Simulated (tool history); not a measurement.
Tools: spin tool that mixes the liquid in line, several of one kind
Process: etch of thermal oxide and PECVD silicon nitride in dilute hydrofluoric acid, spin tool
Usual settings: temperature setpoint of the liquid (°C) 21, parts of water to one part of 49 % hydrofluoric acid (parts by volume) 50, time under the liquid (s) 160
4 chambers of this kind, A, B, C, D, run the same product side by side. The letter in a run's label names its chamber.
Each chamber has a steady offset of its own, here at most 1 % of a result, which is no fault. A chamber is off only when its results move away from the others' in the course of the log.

run   hour  temperature setpoint of the liquid (°C)  parts of water to one part of 49 % hydrofluoric acid (parts by volume)  time under the liquid (s)  hours since the thermometer was replaced  hours since the hydrofluoric acid flow meter was replaced  read-back film thickness of the thermal oxide reference wafer, read on the same gauge (nm)  read-back film thickness of the PECVD silicon nitride reference wafer, read on the same gauge (nm)  thickness taken off the thermal oxide on a monitor wafer (nm)  thickness taken off the PECVD silicon nitride on a monitor wafer (nm)
 1D   12.3                                       21                                                                      50                        160                                     999.7                                                     1202.3                                                                                      60.017                                                                                              129.97                                                         14.319                                                                 7.8865
 2B   20.6                                       21                                                                      50                        160                                     690.3                                                        885                                                                                      59.991                                                                                              129.98                                                          14.64                                                                 8.0421
 3C   31.6                                       21                                                                      50                        160                                     149.4                                                     2440.8                                                                                      60.064                                                                                              129.98                                                         14.571                                                                 8.0254
 4A   41.4                                       21                                                                      50                        160                                     206.2                                                      503.7                                                                                      59.984                                                                                              129.99                                                         14.509                                                                 8.0166
 5C   53.9                                       21                                                                      50                        160                                     171.7                                                     2463.1                                                                                       60.01                                                                                              130.03                                                          14.51                                                                 7.9983
 6A   62.7                                     23.5                                                                      50                        160                                     227.5                                                        525                                                                                      59.955                                                                                                 130                                                          16.02                                                                 9.7384
 7B   71.3                                     23.5                                                                      50                        160                                       741                                                      935.7                                                                                      60.032                                                                                              130.05                                                         16.198                                                                 9.4955
 8D   85.3                                     23.5                                                                      50                        160                                    1072.7                                                     1275.3                                                                                      60.045                                                                                              130.02                                                         16.054                                                                  9.578
 9D   98.8                                     23.5                                                                      50                        160                                    1086.2                                                     1288.8                                                                                      59.969                                                                                              130.03                                                         16.007                                                                  9.615
       102  -- chamber D: thermometer replaced
10C  109.7                                       21                                                                      50                        160                                     227.5                                                     2518.9                                                                                      59.993                                                                                              129.98                                                         14.622                                                                 7.9951
11A  118.7                                       21                                                                      50                        160                                     283.5                                                        581                                                                                       59.99                                                                                              129.99                                                         14.453                                                                 8.0263
12B    133                                       21                                                                      50                        160                                     802.7                                                      997.4                                                                                      59.992                                                                                              129.97                                                         14.597                                                                 8.0486
13B  143.5                                     23.5                                                                      70                        160                                     813.2                                                     1007.9                                                                                      60.019                                                                                                 130                                                          11.26                                                                 6.7248
14D  156.7                                     23.5                                                                      70                        160                                      54.7                                                     1346.7                                                                                      60.002                                                                                              129.98                                                         11.286                                                                 6.8475
15A  170.5                                     23.5                                                                      70                        160                                     335.3                                                      632.8                                                                                       59.99                                                                                                 130                                                         11.286                                                                 6.9237
16C  180.9                                     23.5                                                                      70                        160                                     298.7                                                     2590.1                                                                                      60.036                                                                                              130.03                                                         11.181                                                                 6.7222
17B  187.5                                       21                                                                      30                        110                                     857.2                                                     1051.9                                                                                       59.99                                                                                              130.04                                                         17.246                                                                 9.1096
       192  -- chamber C: hydrofluoric acid flow meter replaced
18C  197.2                                       21                                                                      30                        110                                       315                                                        5.2                                                                                      59.977                                                                                                 130                                                         17.055                                                                 9.1044
19D    206                                       21                                                                      30                        110                                       104                                                       1396                                                                                      59.976                                                                                              130.01                                                         16.975                                                                 8.9852
20A  216.9                                       21                                                                      30                        110                                     381.7                                                      679.2                                                                                      60.022                                                                                              129.99                                                         16.799                                                                 9.0315
21A  225.8                                       21                                                                      50                        160                                     390.6                                                      688.1                                                                                      59.983                                                                                              129.99                                                         14.463                                                                 8.0239
22D  238.8                                       21                                                                      50                        160                                     136.8                                                     1428.8                                                                                      59.975                                                                                              129.99                                                         14.773                                                                 8.1679
23C    252                                       21                                                                      50                        160                                     369.8                                                         60                                                                                          60                                                                                              129.97                                                         14.437                                                                 7.9563
24B  260.8                                       21                                                                      50                        160                                     930.5                                                     1125.2                                                                                      59.981                                                                                              129.99                                                         14.536                                                                 7.9505
25C  269.5                                       21                                                                      50                        160                                     387.3                                                       77.5                                                                                      59.971                                                                                              130.01                                                         14.551                                                                 8.1166
26A  280.7                                       21                                                                      50                        160                                     445.5                                                        743                                                                                       60.01                                                                                                 130                                                         14.345                                                                 8.0966
27B  294.7                                       21                                                                      40                         85                                     964.4                                                     1159.1                                                                                      59.989                                                                                                 130                                                         9.8552                                                                 5.3029
28D  305.3                                       21                                                                      40                         85                                     203.3                                                     1495.3                                                                                       59.96                                                                                                 130                                                         9.9087                                                                 5.3396
     312.6  -- chamber B: hydrofluoric acid flow meter replaced
29A  313.7                                       21                                                                      40                         85                                     478.5                                                        776                                                                                      59.999                                                                                              130.01                                                         9.6738                                                                 5.2853
30D  321.9                                       21                                                                      40                         85                                     219.9                                                     1511.9                                                                                      60.013                                                                                              129.97                                                         9.9663                                                                 5.3872
31C  336.1                                     18.5                                                                      50                        160                                     453.9                                                      144.1                                                                                      60.008                                                                                              130.02                                                         13.067                                                                 6.8415
32B    349                                     18.5                                                                      50                        160                                    1018.7                                                       36.4                                                                                      59.999                                                                                                 130                                                         13.066                                                                 6.7111
33A    362                                     18.5                                                                      50                        160                                     526.8                                                      824.3                                                                                      60.023                                                                                              130.01                                                         13.069                                                                 6.6984
34D  376.5                                     18.5                                                                      50                        160                                     274.5                                                     1566.5                                                                                      59.992                                                                                              130.03                                                         13.339                                                                 6.9505
35B  387.5                                       21                                                                      65                        160                                    1057.2                                                       74.9                                                                                      59.993                                                                                              129.99                                                         10.903                                                                  6.215
36C  400.6                                       21                                                                      65                        160                                     518.4                                                      208.6                                                                                      59.985                                                                                                 130                                                         10.857                                                                 6.2418
37C  409.8                                       21                                                                      65                        160                                     527.6                                                      217.8                                                                                      59.974                                                                                              130.01                                                         10.987                                                                  6.277
38D  416.6                                       21                                                                      65                        160                                     314.6                                                     1606.6                                                                                      60.052                                                                                              129.98                                                         11.355                                                                 6.4418
39A  427.9                                       21                                                                      50                        160                                     592.7                                                      890.2                                                                                      60.004                                                                                              129.97                                                         14.424                                                                 8.1723
40B  437.9                                     24.5                                                                      50                        160                                    1107.6                                                      125.3                                                                                      59.969                                                                                              129.99                                                         16.719                                                                 10.166

What goes on in this fleet: one chamber off, a drifting gauge, or nothing beyond the chambers' own small offsets? Name the chamber and the cause, if any.

Chamber D drifts away from the others.
Cause: hydrofluoric acid flow above the setpoint (%) = 4.52.

Here are 4 candidates for chamber D's next run, each the usual settings with a change, their results left as question marks. Which one brings its results back in line with what the others give on the usual settings?
In line means no further than this from the other chambers' mean on the usual settings: thickness taken off the thermal oxide on a monitor wafer (nm) 0.22; thickness taken off the PECVD silicon nitride on a monitor wafer (nm) 0.25
41D-1  448.3                                       21                                                                      50                        165                                                                                                                                                                                                                                                                                                                                                                   ?                                                                      ?
41D-2  448.3                                       21                                                                      50                        150                                                                                                                                                                                                                                                                                                                                                                   ?                                                                      ?
41D-3  448.3                                       21                                                                      50                        170                                                                                                                                                                                                                                                                                                                                                                   ?                                                                      ?
41D-4  448.3                                       21                                                                      50                        155                                                                                                                                                                                                                                                                                                                                                                   ?                                                                      ?

The other chambers' mean on the usual settings: thickness taken off the thermal oxide on a monitor wafer (nm) 14.513; thickness taken off the PECVD silicon nitride on a monitor wafer (nm) 8.0125
  run  thickness taken off the thermal oxide on a monitor wafer (nm)  thickness taken off the PECVD silicon nitride on a monitor wafer (nm)
41D-1                                                         15.438                                                                 8.5166
41D-2                                                         14.035                                                                 7.7423
41D-3                                                         15.906                                                                 8.7746
41D-4                                                         14.503                                                                 8.0004
41D-4 brings the chamber back in line.
